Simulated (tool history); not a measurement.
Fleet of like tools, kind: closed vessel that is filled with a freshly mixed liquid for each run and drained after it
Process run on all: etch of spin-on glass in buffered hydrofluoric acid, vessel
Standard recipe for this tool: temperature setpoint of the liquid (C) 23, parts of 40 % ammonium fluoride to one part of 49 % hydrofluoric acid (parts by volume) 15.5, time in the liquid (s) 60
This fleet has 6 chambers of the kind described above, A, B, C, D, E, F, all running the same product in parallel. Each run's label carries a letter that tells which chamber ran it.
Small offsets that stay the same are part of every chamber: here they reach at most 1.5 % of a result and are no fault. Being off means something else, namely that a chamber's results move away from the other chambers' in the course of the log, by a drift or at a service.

run	day	temperature setpoint of the liquid (C)	parts of 40 % ammonium fluoride to one part of 49 % hydrofluoric acid (parts by volume)	time in the liquid (s)	read-back film thickness of the spin-on glass reference wafer, read on the same gauge (nm)	thickness taken off the spin-on glass on a monitor wafer (Å)
1C	0.317	23	15.5	60	140	1565.8
2A	0.921	23	15.5	60	140	1566
3E	1.467	23	15.5	60	140.01	1562.2
4D	1.958	23	15.5	60	139.99	1552.2
# day 2.017: chamber D: thermometer replaced
5F	2.562	23	15.5	60	140	1538.6
6B	3.204	23	15.5	60	139.99	1540.8
7F	3.575	23	20	75	140.01	1521.5
# day 4.108: chamber E: thermometer replaced
8D	4.188	23	20	75	140	1513.1
9B	4.738	23	20	75	140.01	1495
10A	5.125	23	20	75	140.01	1529.3
11E	5.479	23	20	75	139.99	1526.7
12C	6.112	23	20	75	140	1510.6
13D	6.533	23	15.5	60	140.02	1568.1
14F	7.046	23	15.5	60	140.01	1543.2
15A	7.629	23	15.5	60	140.01	1577.3
# day 8.279: chamber D: hydrofluoric acid flow meter replaced
16C	8.296	23	9.5	75	139.99	3124
17B	8.767	23	9.5	75	140	3079.1
18E	9.208	23	9.5	75	140.01	3120.4
# day 9.212: chamber F: hydrofluoric acid flow meter replaced
19E	9.525	23	9.5	75	139.99	3122.4
20A	10.021	23	9.5	75	139.99	3092.9
21B	10.504	23	9.5	75	140.01	3091.6
22F	10.912	23	15.5	60	140	1535.8
23C	11.583	23	15.5	60	140.01	1549.3
24D	12.083	23	15.5	60	140.01	1553.9
25C	12.471	23	15.5	60	140	1558.2
26F	13.112	23	15.5	60	139.99	1532.9
27E	13.425	23	15.5	60	140.01	1551.4
28D	14.096	23	15.5	60	140	1553.9
29A	14.762	23	15.5	60	139.98	1552
30B	15.079	23	15.5	60	140.01	1588.1
31F	15.467	23	15.5	60	140.01	1527.6
32E	16.083	23	15.5	60	140.01	1556.7
33B	16.671	23	15.5	60	140.01	1593.2
34A	17.229	23	15.5	60	140.01	1565.1
35C	17.65	23	15.5	60	139.99	1551.5
36D	17.983	23	15.5	60	140.01	1546.8
37C	18.333	23	15.5	60	140	1547
38A	18.75	23	15.5	60	139.99	1552
39B	19.212	23	15.5	60	140	1596
40F	19.879	23	15.5	60	139.99	1547.1
41E	20.383	23	15.5	60	139.98	1555.9
42D	20.846	23	15.5	60	140	1557.6
43B	21.179	23	15.5	60	139.98	1610.2

Is one chamber off against the others, does the gauge drift, or is nothing wrong? If a chamber is off, say which, and what the likeliest cause is.

One chamber, B, drifts off from the rest bit by bit.
Cause: liquid hotter than its thermometer reads (K) = 0.803.
The log may not tell that from: hydrofluoric acid flow above the setpoint (%).

Here are 4 candidates for chamber B's next run, each the usual settings with a change, their results left as question marks. Which one brings its results back in line with what the others give on the usual settings?
In-line tolerance around the mean of the other chambers on the usual settings: thickness taken off the spin-on glass on a monitor wafer (Å) 31
44B-1	21.662	23	15	60		?
44B-2	21.662	23	16	60		?
44B-3	21.662	21.5	15.5	60		?
44B-4	21.662	23	15.5	65		?

Mean of the other chambers on the usual settings: thickness taken off the spin-on glass on a monitor wafer (Å) 1554.2
run	thickness taken off the spin-on glass on a monitor wafer (Å)
44B-1	1674.5
44B-2	1571.5
44B-3	1495.5
44B-4	1756.5
44B-2 brings the chamber back in line.
